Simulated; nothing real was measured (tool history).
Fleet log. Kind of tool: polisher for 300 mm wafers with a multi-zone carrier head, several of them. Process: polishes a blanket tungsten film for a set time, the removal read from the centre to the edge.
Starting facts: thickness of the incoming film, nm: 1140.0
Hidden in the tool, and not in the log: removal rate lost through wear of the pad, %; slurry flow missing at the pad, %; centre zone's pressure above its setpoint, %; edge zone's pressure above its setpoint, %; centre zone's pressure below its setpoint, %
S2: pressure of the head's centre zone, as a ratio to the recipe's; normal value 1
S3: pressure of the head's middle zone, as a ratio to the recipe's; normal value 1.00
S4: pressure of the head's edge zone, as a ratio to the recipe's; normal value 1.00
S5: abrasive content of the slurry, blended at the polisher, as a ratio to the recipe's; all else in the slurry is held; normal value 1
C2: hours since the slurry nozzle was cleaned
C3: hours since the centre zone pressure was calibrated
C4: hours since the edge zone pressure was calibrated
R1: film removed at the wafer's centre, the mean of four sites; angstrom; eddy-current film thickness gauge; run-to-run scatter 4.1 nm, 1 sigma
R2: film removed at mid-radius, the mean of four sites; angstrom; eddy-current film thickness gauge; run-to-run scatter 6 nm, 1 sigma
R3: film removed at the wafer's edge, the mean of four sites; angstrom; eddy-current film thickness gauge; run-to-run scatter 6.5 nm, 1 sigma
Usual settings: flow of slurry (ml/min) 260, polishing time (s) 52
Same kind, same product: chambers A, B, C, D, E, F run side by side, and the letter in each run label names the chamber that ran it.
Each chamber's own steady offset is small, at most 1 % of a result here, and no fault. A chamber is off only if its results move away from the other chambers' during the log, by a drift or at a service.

{"run": "1D", "hour": 3.2, "flow of slurry (ml/min)": 260, "S2": 1, "S3": 1.0, "S4": 1.0, "S5": 1, "polishing time (s)": 52, "wafers polished on this pad": 402, "C2": 58.4, "C3": 405.7, "C4": 151.0, "R1": 4829.3, "R2": 4852.4, "R3": 4763.0}
{"run": "2B", "hour": 7.0, "flow of slurry (ml/min)": 260, "S2": 1, "S3": 1.0, "S4": 1.0, "S5": 1, "polishing time (s)": 52, "wafers polished on this pad": 148, "C2": 54.9, "C3": 154.2, "C4": 175.4, "R1": 4900.3, "R2": 4794.4, "R3": 4805.5}
{"run": "3F", "hour": 10.3, "flow of slurry (ml/min)": 260, "S2": 1, "S3": 1.0, "S4": 1.0, "S5": 1, "polishing time (s)": 52, "wafers polished on this pad": 319, "C2": 269.0, "C3": 264.1, "C4": 303.6, "R1": 4886.7, "R2": 4932.7, "R3": 4837.4}
{"hour": 12.3, "done": "chamber A: worn pad replaced by a new one"}
{"run": "4C", "hour": 14.2, "flow of slurry (ml/min)": 260, "S2": 1, "S3": 1.0, "S4": 1.0, "S5": 1, "polishing time (s)": 52, "wafers polished on this pad": 639, "C2": 472.6, "C3": 487.1, "C4": 199.3, "R1": 4762.9, "R2": 4893.0, "R3": 4927.3}
{"run": "5E", "hour": 17.4, "flow of slurry (ml/min)": 260, "S2": 1, "S3": 1.0, "S4": 1.0, "S5": 1, "polishing time (s)": 52, "wafers polished on this pad": 1128, "C2": 414.7, "C3": 240.9, "C4": 277.1, "R1": 4834.7, "R2": 4873.6, "R3": 4901.1}
{"hour": 21.2, "done": "chamber E: worn pad replaced by a new one"}
{"hour": 21.4, "done": "chamber D: worn pad replaced by a new one"}
{"hour": 21.6, "done": "chamber C: worn pad replaced by a new one"}
{"run": "6A", "hour": 22.1, "flow of slurry (ml/min)": 260, "S2": 1, "S3": 1.0, "S4": 1.0, "S5": 1, "polishing time (s)": 52, "wafers polished on this pad": 115, "C2": 124.6, "C3": 779.0, "C4": 335.5, "R1": 4865.5, "R2": 4836.5, "R3": 4866.2}
{"run": "7D", "hour": 27.9, "flow of slurry (ml/min)": 260, "S2": 1, "S3": 1.0, "S4": 1.0, "S5": 1, "polishing time (s)": 52, "wafers polished on this pad": 76, "C2": 83.1, "C3": 430.4, "C4": 175.7, "R1": 4866.0, "R2": 4807.1, "R3": 4781.9}
{"run": "8B", "hour": 31.9, "flow of slurry (ml/min)": 260, "S2": 1, "S3": 1.0, "S4": 0.95, "S5": 1, "polishing time (s)": 65, "wafers polished on this pad": 440, "C2": 79.8, "C3": 179.1, "C4": 200.3, "R1": 6022.6, "R2": 5969.8, "R3": 5948.4}
{"run": "9F", "hour": 36.8, "flow of slurry (ml/min)": 260, "S2": 1, "S3": 1.0, "S4": 0.95, "S5": 1, "polishing time (s)": 65, "wafers polished on this pad": 630, "C2": 295.5, "C3": 290.6, "C4": 330.1, "R1": 6100.0, "R2": 5899.9, "R3": 5893.7}
{"run": "10E", "hour": 41.0, "flow of slurry (ml/min)": 260, "S2": 1, "S3": 1.0, "S4": 0.95, "S5": 1, "polishing time (s)": 65, "wafers polished on this pad": 232, "C2": 438.3, "C3": 264.5, "C4": 300.7, "R1": 6048.9, "R2": 6225.6, "R3": 6033.9}
{"hour": 44.1, "done": "chamber F: worn pad replaced by a new one"}
{"run": "11C", "hour": 44.2, "flow of slurry (ml/min)": 260, "S2": 1, "S3": 1.0, "S4": 0.95, "S5": 1, "polishing time (s)": 65, "wafers polished on this pad": 266, "C2": 502.6, "C3": 517.1, "C4": 229.3, "R1": 6042.4, "R2": 6121.0, "R3": 5763.0}
{"run": "12A", "hour": 49.0, "flow of slurry (ml/min)": 260, "S2": 1, "S3": 1.0, "S4": 0.95, "S5": 1, "polishing time (s)": 65, "wafers polished on this pad": 430, "C2": 151.5, "C3": 805.9, "C4": 362.4, "R1": 6102.1, "R2": 6044.7, "R3": 5793.7}
{"run": "13D", "hour": 52.6, "flow of slurry (ml/min)": 260, "S2": 1, "S3": 1.0, "S4": 0.95, "S5": 1, "polishing time (s)": 65, "wafers polished on this pad": 366, "C2": 107.8, "C3": 455.1, "C4": 200.4, "R1": 6016.8, "R2": 6106.6, "R3": 5986.4}
{"run": "14E", "hour": 56.6, "flow of slurry (ml/min)": 260, "S2": 1, "S3": 1.0, "S4": 1.0, "S5": 1, "polishing time (s)": 52, "wafers polished on this pad": 415, "C2": 453.9, "C3": 280.1, "C4": 316.3, "R1": 4851.5, "R2": 4862.1, "R3": 4751.9}
{"hour": 57.0, "done": "chamber F: slurry nozzle cleaned"}
{"run": "15C", "hour": 59.7, "flow of slurry (ml/min)": 260, "S2": 1, "S3": 1.0, "S4": 1.0, "S5": 1, "polishing time (s)": 52, "wafers polished on this pad": 447, "C2": 518.1, "C3": 532.6, "C4": 244.8, "R1": 4872.9, "R2": 4908.4, "R3": 4834.9}
{"run": "16B", "hour": 64.7, "flow of slurry (ml/min)": 260, "S2": 1, "S3": 1.0, "S4": 1.0, "S5": 1, "polishing time (s)": 52, "wafers polished on this pad": 825, "C2": 112.6, "C3": 211.9, "C4": 233.1, "R1": 4861.7, "R2": 4680.8, "R3": 4829.9}
{"hour": 65.2, "done": "chamber A: worn pad replaced by a new one"}
{"hour": 67.0, "done": "chamber B: worn pad replaced by a new one"}
{"run": "17A", "hour": 68.1, "flow of slurry (ml/min)": 260, "S2": 1, "S3": 0.91, "S4": 1.0, "S5": 1, "polishing time (s)": 69, "wafers polished on this pad": 34, "C2": 170.6, "C3": 825.0, "C4": 381.5, "R1": 6524.3, "R2": 5797.4, "R3": 6542.3}
{"run": "18F", "hour": 70.7, "flow of slurry (ml/min)": 260, "S2": 1, "S3": 0.91, "S4": 1.0, "S5": 1, "polishing time (s)": 69, "wafers polished on this pad": 312, "C2": 13.8, "C3": 324.5, "C4": 364.0, "R1": 6477.6, "R2": 5901.6, "R3": 6477.5}
{"run": "19D", "hour": 76.5, "flow of slurry (ml/min)": 260, "S2": 1, "S3": 0.91, "S4": 1.0, "S5": 1, "polishing time (s)": 69, "wafers polished on this pad": 647, "C2": 131.7, "C3": 479.0, "C4": 224.3, "R1": 6396.8, "R2": 5887.4, "R3": 6408.5}
{"hour": 77.3, "done": "chamber D: worn pad replaced by a new one"}
{"run": "20F", "hour": 80.2, "flow of slurry (ml/min)": 260, "S2": 1, "S3": 0.91, "S4": 1.0, "S5": 1, "polishing time (s)": 69, "wafers polished on this pad": 424, "C2": 23.3, "C3": 334.0, "C4": 373.5, "R1": 6423.0, "R2": 5929.2, "R3": 6467.3}
{"run": "21E", "hour": 83.6, "flow of slurry (ml/min)": 260, "S2": 1, "S3": 0.91, "S4": 1.0, "S5": 1, "polishing time (s)": 69, "wafers polished on this pad": 732, "C2": 480.9, "C3": 307.1, "C4": 343.3, "R1": 6294.4, "R2": 5847.1, "R3": 6372.1}
{"run": "22C", "hour": 87.3, "flow of slurry (ml/min)": 260, "S2": 1, "S3": 0.91, "S4": 1.0, "S5": 1, "polishing time (s)": 69, "wafers polished on this pad": 771, "C2": 545.7, "C3": 560.2, "C4": 272.4, "R1": 6529.9, "R2": 5870.6, "R3": 6347.3}
{"run": "23B", "hour": 91.9, "flow of slurry (ml/min)": 260, "S2": 1, "S3": 1.0, "S4": 1.0, "S5": 1, "polishing time (s)": 52, "wafers polished on this pad": 293, "C2": 139.8, "C3": 239.1, "C4": 260.3, "R1": 4875.7, "R2": 4822.3, "R3": 4809.2}
{"hour": 95.9, "done": "chamber C: worn pad replaced by a new one"}
{"hour": 97.0, "done": "chamber F: worn pad replaced by a new one"}
{"run": "24A", "hour": 97.5, "flow of slurry (ml/min)": 260, "S2": 1, "S3": 1.0, "S4": 1.0, "S5": 1, "polishing time (s)": 52, "wafers polished on this pad": 379, "C2": 200.0, "C3": 854.4, "C4": 410.9, "R1": 4882.7, "R2": 4780.6, "R3": 4881.0}
{"hour": 101.1, "done": "chamber F: centre zone pressure recalibrated"}
{"run": "25E", "hour": 101.3, "flow of slurry (ml/min)": 260, "S2": 1, "S3": 1.0, "S4": 1.0, "S5": 1, "polishing time (s)": 52, "wafers polished on this pad": 940, "C2": 498.6, "C3": 324.8, "C4": 361.0, "R1": 4820.0, "R2": 4937.4, "R3": 4817.2}
{"run": "26B", "hour": 106.6, "flow of slurry (ml/min)": 260, "S2": 1, "S3": 1.0, "S4": 1.0, "S5": 1, "polishing time (s)": 52, "wafers polished on this pad": 465, "C2": 154.5, "C3": 253.8, "C4": 275.0, "R1": 4886.7, "R2": 4750.7, "R3": 4873.1}
{"hour": 111.5, "done": "chamber E: worn pad replaced by a new one"}
{"run": "27C", "hour": 112.1, "flow of slurry (ml/min)": 260, "S2": 1, "S3": 1.0, "S4": 1.0, "S5": 1, "polishing time (s)": 52, "wafers polished on this pad": 190, "C2": 570.5, "C3": 585.0, "C4": 297.2, "R1": 4852.9, "R2": 4946.8, "R3": 4966.3}
{"run": "28D", "hour": 115.9, "flow of slurry (ml/min)": 260, "S2": 1, "S3": 1.0, "S4": 1.0, "S5": 1, "polishing time (s)": 52, "wafers polished on this pad": 453, "C2": 171.1, "C3": 518.4, "C4": 263.7, "R1": 4802.6, "R2": 4785.3, "R3": 4858.9}
{"run": "29A", "hour": 120.2, "flow of slurry (ml/min)": 260, "S2": 1, "S3": 1.0, "S4": 1.0, "S5": 1, "polishing time (s)": 52, "wafers polished on this pad": 645, "C2": 222.7, "C3": 877.1, "C4": 433.6, "R1": 4945.7, "R2": 4788.6, "R3": 4967.3}
{"run": "30F", "hour": 125.7, "flow of slurry (ml/min)": 260, "S2": 1, "S3": 1.0, "S4": 1.0, "S5": 1, "polishing time (s)": 52, "wafers polished on this pad": 337, "C2": 68.8, "C3": 24.7, "C4": 419.0, "R1": 4883.4, "R2": 4804.2, "R3": 4903.0}
{"hour": 127.4, "done": "chamber A: worn pad replaced by a new one"}
{"run": "31D", "hour": 129.4, "flow of slurry (ml/min)": 260, "S2": 1, "S3": 1.0, "S4": 1.0, "S5": 1, "polishing time (s)": 52, "wafers polished on this pad": 611, "C2": 184.6, "C3": 531.9, "C4": 277.2, "R1": 4775.1, "R2": 4874.6, "R3": 4804.6}
{"run": "32F", "hour": 133.6, "flow of slurry (ml/min)": 260, "S2": 1, "S3": 1.0, "S4": 1.0, "S5": 1, "polishing time (s)": 52, "wafers polished on this pad": 430, "C2": 76.7, "C3": 32.6, "C4": 426.9, "R1": 4874.5, "R2": 4822.1, "R3": 4781.2}
{"run": "33C", "hour": 138.2, "flow of slurry (ml/min)": 260, "S2": 1, "S3": 1.0, "S4": 1.0, "S5": 1, "polishing time (s)": 52, "wafers polished on this pad": 497, "C2": 596.6, "C3": 611.1, "C4": 323.3, "R1": 4816.2, "R2": 4803.6, "R3": 4835.5}
{"run": "34B", "hour": 143.8, "flow of slurry (ml/min)": 260, "S2": 1, "S3": 1.0, "S4": 1.0, "S5": 1, "polishing time (s)": 52, "wafers polished on this pad": 902, "C2": 191.7, "C3": 291.0, "C4": 312.2, "R1": 4782.1, "R2": 4822.5, "R3": 4919.5}
{"run": "35E", "hour": 148.8, "flow of slurry (ml/min)": 260, "S2": 1, "S3": 1.0, "S4": 1.0, "S5": 1, "polishing time (s)": 52, "wafers polished on this pad": 438, "C2": 546.1, "C3": 372.3, "C4": 408.5, "R1": 4577.9, "R2": 4914.4, "R3": 4742.0}
{"run": "36A", "hour": 152.7, "flow of slurry (ml/min)": 260, "S2": 1, "S3": 1.0, "S4": 1.0, "S5": 1, "polishing time (s)": 52, "wafers polished on this pad": 297, "C2": 255.2, "C3": 909.6, "C4": 466.1, "R1": 4827.9, "R2": 4814.9, "R3": 4854.1}
{"run": "37E", "hour": 156.7, "flow of slurry (ml/min)": 190, "S2": 1, "S3": 1.0, "S4": 1.0, "S5": 1, "polishing time (s)": 37, "wafers polished on this pad": 531, "C2": 554.0, "C3": 380.2, "C4": 416.4, "R1": 3153.7, "R2": 3339.4, "R3": 3326.7}
{"run": "38F", "hour": 159.5, "flow of slurry (ml/min)": 190, "S2": 1, "S3": 1.0, "S4": 1.0, "S5": 1, "polishing time (s)": 37, "wafers polished on this pad": 733, "C2": 102.6, "C3": 58.5, "C4": 452.8, "R1": 3305.9, "R2": 3346.4, "R3": 3365.1}

Which is it: a chamber that has drifted or been left off by a service, a gauge drift common to all chambers, or only each chamber's usual small offset? If a chamber is off, name it and its likeliest cause.

One chamber, E, drifts off from the rest bit by bit.
Most likely cause: centre zone's pressure below its setpoint, % = 4.9.

Chamber E could run next with any of the 4 candidate recipes listed below; each alters the usual settings, and their results appear as question marks. Which one brings its results back in line with what the other chambers deliver on the usual settings?
Counts as in line when no further than this from what the other chambers average on the usual settings: R1 140.0 angstrom; R2 210.0 angstrom; R3 220.0 angstrom
{"run": "39E-1", "hour": 163.8, "flow of slurry (ml/min)": 265, "S2": 1.09, "S3": 0.97, "S4": 0.98, "S5": 1, "polishing time (s)": 53, "R1": "?", "R2": "?", "R3": "?"}
{"run": "39E-2", "hour": 163.8, "flow of slurry (ml/min)": 265, "S2": 1.05, "S3": 0.98, "S4": 0.99, "S5": 1, "polishing time (s)": 52, "R1": "?", "R2": "?", "R3": "?"}
{"run": "39E-3", "hour": 163.8, "flow of slurry (ml/min)": 255, "S2": 0.95, "S3": 1.02, "S4": 1.01, "S5": 1, "polishing time (s)": 52, "R1": "?", "R2": "?", "R3": "?"}
{"run": "39E-4", "hour": 163.8, "flow of slurry (ml/min)": 255, "S2": 0.91, "S3": 1.03, "S4": 1.02, "S5": 1, "polishing time (s)": 52, "R1": "?", "R2": "?", "R3": "?"}

Usual-settings mean across the other chambers: R1 4853.4 angstrom; R2 4836.4 angstrom; R3 4825.9 angstrom
run=39E-1 R1=5128.3 R2=4828.1 R3=4896.9
run=39E-2 R1=4830.8 R2=4783.3 R3=4829.4
run=39E-3 R1=4308.6 R2=4946.2 R3=4861.9
run=39E-4 R1=4108.6 R2=4992.5 R3=4886.6
With 39E-2, the chamber falls back in line with the rest.
